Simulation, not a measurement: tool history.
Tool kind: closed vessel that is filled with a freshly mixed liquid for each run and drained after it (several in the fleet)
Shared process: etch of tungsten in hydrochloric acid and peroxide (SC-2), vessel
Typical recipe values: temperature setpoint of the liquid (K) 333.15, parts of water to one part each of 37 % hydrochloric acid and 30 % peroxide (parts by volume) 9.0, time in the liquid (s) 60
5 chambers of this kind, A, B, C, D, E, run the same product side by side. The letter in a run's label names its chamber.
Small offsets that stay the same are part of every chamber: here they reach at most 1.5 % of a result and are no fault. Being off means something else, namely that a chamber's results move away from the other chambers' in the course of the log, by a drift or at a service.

run	day	temperature setpoint of the liquid (K)	parts of water to one part each of 37 % hydrochloric acid and 30 % peroxide (parts by volume)	time in the liquid (s)	hours since the thermometer was replaced	hours since the chemicals flow meter was replaced	hours since the drum of peroxide was connected	read-back film thickness of the tungsten reference wafer, read on the same gauge (nm)	thickness taken off the tungsten on a monitor wafer (angstrom)
1B	0.271	333.15	9.0	60	143.6	662.4	197.4	120.00	289.88
2E	0.625	333.15	9.0	60	619.0	658.6	309.2	119.99	291.12
3C	0.992	333.15	9.0	60	1330.3	45.2	373.1	120.03	282.64
4A	1.367	333.15	9.0	60	667.6	1294.7	285.0	119.97	296.85
5D	1.783	333.15	9.0	60	1062.0	266.0	316.0	119.99	280.30
6C	1.992	333.15	9.0	60	1354.3	69.2	397.1	119.99	278.73
7E	2.204	333.15	9.0	60	656.9	696.5	347.1	120.02	290.38
8A	2.496	333.15	9.0	60	694.7	1321.8	312.1	119.99	292.46
9D	2.783	333.15	9.0	60	1086.0	290.0	340.0	119.97	284.21
10B	3.067	333.15	9.0	60	210.7	729.5	264.5	119.98	291.39
11E	3.396	333.15	9.0	60	685.5	725.1	375.7	120.03	291.63
# day 3.750: chamber D: thermometer replaced
12B	3.758	333.15	9.0	60	227.3	746.1	281.1	120.00	290.28
13C	4.004	333.15	9.0	60	1402.6	117.5	445.4	119.97	280.68
14D	4.388	338.65	9.0	85	15.3	328.5	378.5	119.98	573.89
15A	4.746	338.65	9.0	85	748.7	1375.8	366.1	119.96	576.07
# day 4.996: chamber D: new drum of peroxide connected
16C	5.033	338.65	9.0	85	1427.3	142.2	470.1	120.00	549.14
17E	5.317	338.65	9.0	85	731.6	771.2	421.8	119.98	571.55
18B	5.712	338.65	9.0	85	274.2	793.0	328.0	120.04	584.90
19A	6.071	333.15	9.0	60	780.5	1407.6	397.9	119.98	290.21
20D	6.454	333.15	9.0	60	64.9	378.1	35.0	120.01	284.19
21D	6.654	324.65	9.0	60	69.7	382.9	39.8	120.00	161.63
22B	6.850	324.65	9.0	60	301.5	820.3	355.3	120.00	170.75
23C	7.158	324.65	9.0	60	1478.3	193.2	521.1	119.99	156.55
24E	7.588	324.65	9.0	60	786.1	825.7	476.3	120.04	168.09
25A	7.821	324.65	9.0	60	822.5	1449.6	439.9	119.99	168.48
26C	8.046	342.65	9.0	35	1499.6	214.5	542.4	120.00	287.66
27D	8.375	342.65	9.0	35	111.0	424.2	81.1	119.99	300.24
28A	8.671	342.65	9.0	35	842.9	1470.0	460.3	120.01	305.73
29B	8.975	342.65	9.0	35	352.5	871.3	406.3	119.99	299.02
30E	9.329	342.65	9.0	35	827.9	867.5	518.1	119.99	299.94
31C	9.688	333.15	9.0	60	1539.0	253.9	581.8	119.98	269.35
32B	10.100	333.15	9.0	60	379.5	898.3	433.3	120.02	295.22

What goes on in this fleet: one chamber off, a drifting gauge, or nothing beyond the chambers' own small offsets? Name the chamber and the cause, if any.

Little by little, chamber C moves away from the other chambers.
Likeliest cause: peroxide weaker than its label (%) = 7.11.
It could be hard to tell apart here from: liquid colder than its thermometer reads (K); chemicals flow below the setpoint (%).

Here are 4 candidates for chamber C's next run, each the usual settings with a change, their results left as question marks. Which one brings its results back in line with what the others give on the usual settings?
Counts as in line when no further than this from what the other chambers average on the usual settings: thickness taken off the tungsten on a monitor wafer (angstrom) 10.00
33C-1	10.417	332.15	9.0	55					?
33C-2	10.417	333.15	9.0	65					?
33C-3	10.417	333.15	10.0	60					?
33C-4	10.417	333.15	9.0	70					?

Other chambers, usual settings, mean: thickness taken off the tungsten on a monitor wafer (angstrom) 290.52
run	thickness taken off the tungsten on a monitor wafer (angstrom)
33C-1	227.27
33C-2	286.22
33C-3	242.36
33C-4	308.24
33C-2 puts the chamber back in line with the other chambers.

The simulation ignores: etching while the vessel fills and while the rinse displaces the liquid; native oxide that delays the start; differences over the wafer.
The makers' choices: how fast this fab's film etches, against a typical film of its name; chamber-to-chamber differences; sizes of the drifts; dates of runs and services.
